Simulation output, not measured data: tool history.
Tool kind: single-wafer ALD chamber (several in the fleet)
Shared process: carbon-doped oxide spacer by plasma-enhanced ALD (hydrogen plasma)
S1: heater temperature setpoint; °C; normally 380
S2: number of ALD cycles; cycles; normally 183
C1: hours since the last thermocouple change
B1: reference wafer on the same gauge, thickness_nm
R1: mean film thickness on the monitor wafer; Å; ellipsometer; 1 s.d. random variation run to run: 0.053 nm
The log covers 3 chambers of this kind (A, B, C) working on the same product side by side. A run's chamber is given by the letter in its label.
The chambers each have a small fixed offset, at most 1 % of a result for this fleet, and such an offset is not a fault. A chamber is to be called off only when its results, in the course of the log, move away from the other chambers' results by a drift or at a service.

run   hour   S1   S2      C1      B1       R1
 1C    5.5  380  183   295.5  9.1277   91.826
 2B   11.4  380  183    81.4  9.1278   90.401
 3A   15.8  380  183  1062.6  9.1286   91.371
 4B   20.3  380  183    90.3  9.1444   91.141
 5C   23.3  380  183   313.3  9.1150   91.020
 6A   30.2  380  183  1077.0  9.1385   91.267
 7B   35.3  385  154   105.3  9.1283   75.998
 8C   39.1  385  154   329.1  9.1161   76.628
 9A   44.9  385  154  1091.7  9.1330   76.205
10A   49.4  385  200  1096.2  9.1142  100.660
11B   56.3  385  200   126.3  9.1394   99.424
12C   61.1  385  200   351.1  9.1448  100.300
13C   66.2  380  183   356.2  9.1204   91.042
14B   72.4  380  183   142.4  9.1222   90.137
15A   79.1  380  183  1125.9  9.1321   91.452
16C   83.8  380  183   373.8  9.1406   90.961
17B   89.1  380  183   159.1  9.1300   90.210
18A   94.6  380  183  1141.4  9.1371   91.011
19C  100.9  380  183   390.9  9.1226   91.954
20B  107.2  380  183   177.2  9.1221   89.773
21A  110.4  380  183  1157.2  9.1216   90.719
22C  116.6  380  183   406.6  9.1224   92.067
23A  122.4  393  183  1169.2  9.1348   91.141
24B  125.8  393  183   195.8  9.1301   90.293
25A  131.8  393  183  1178.6  9.1330   91.427
26C  135.4  380  183   425.4  9.1323   91.489
27B  140.1  380  183   210.1  9.1206   91.236
28B  145.1  372  214   215.1  9.1354  106.160
29A  149.9  372  214  1196.7  9.1282  106.120
30C  153.9  372  214   443.9  9.1129  107.090
31A  157.2  380  183  1204.0  9.1268   90.284
32B  163.5  380  183   233.5  9.1181   90.870
33C  169.8  374  183   459.8  9.1385   91.096
34A  173.0  374  183  1219.8  9.1311   91.494
35B  179.1  374  183   249.1  9.1312   91.015
36C  183.3  380  183   473.3  9.1179   91.940
37A  189.3  380  183  1236.1  9.1226   92.022
38C  192.6  380  157   482.6  9.1382   78.310
39B  198.7  380  157   268.7  9.1363   77.892
40A  204.2  380  157  1251.0  9.1279   78.131

The same settings go to every chamber for the next run, one line per chamber below. Forecast the results for each:
41A  209.1  380  183           ?
41B  209.1  380  183           ?
41C  209.1  380  183           ?

run      R1
41A  91.159
41B  90.188
41C  91.511

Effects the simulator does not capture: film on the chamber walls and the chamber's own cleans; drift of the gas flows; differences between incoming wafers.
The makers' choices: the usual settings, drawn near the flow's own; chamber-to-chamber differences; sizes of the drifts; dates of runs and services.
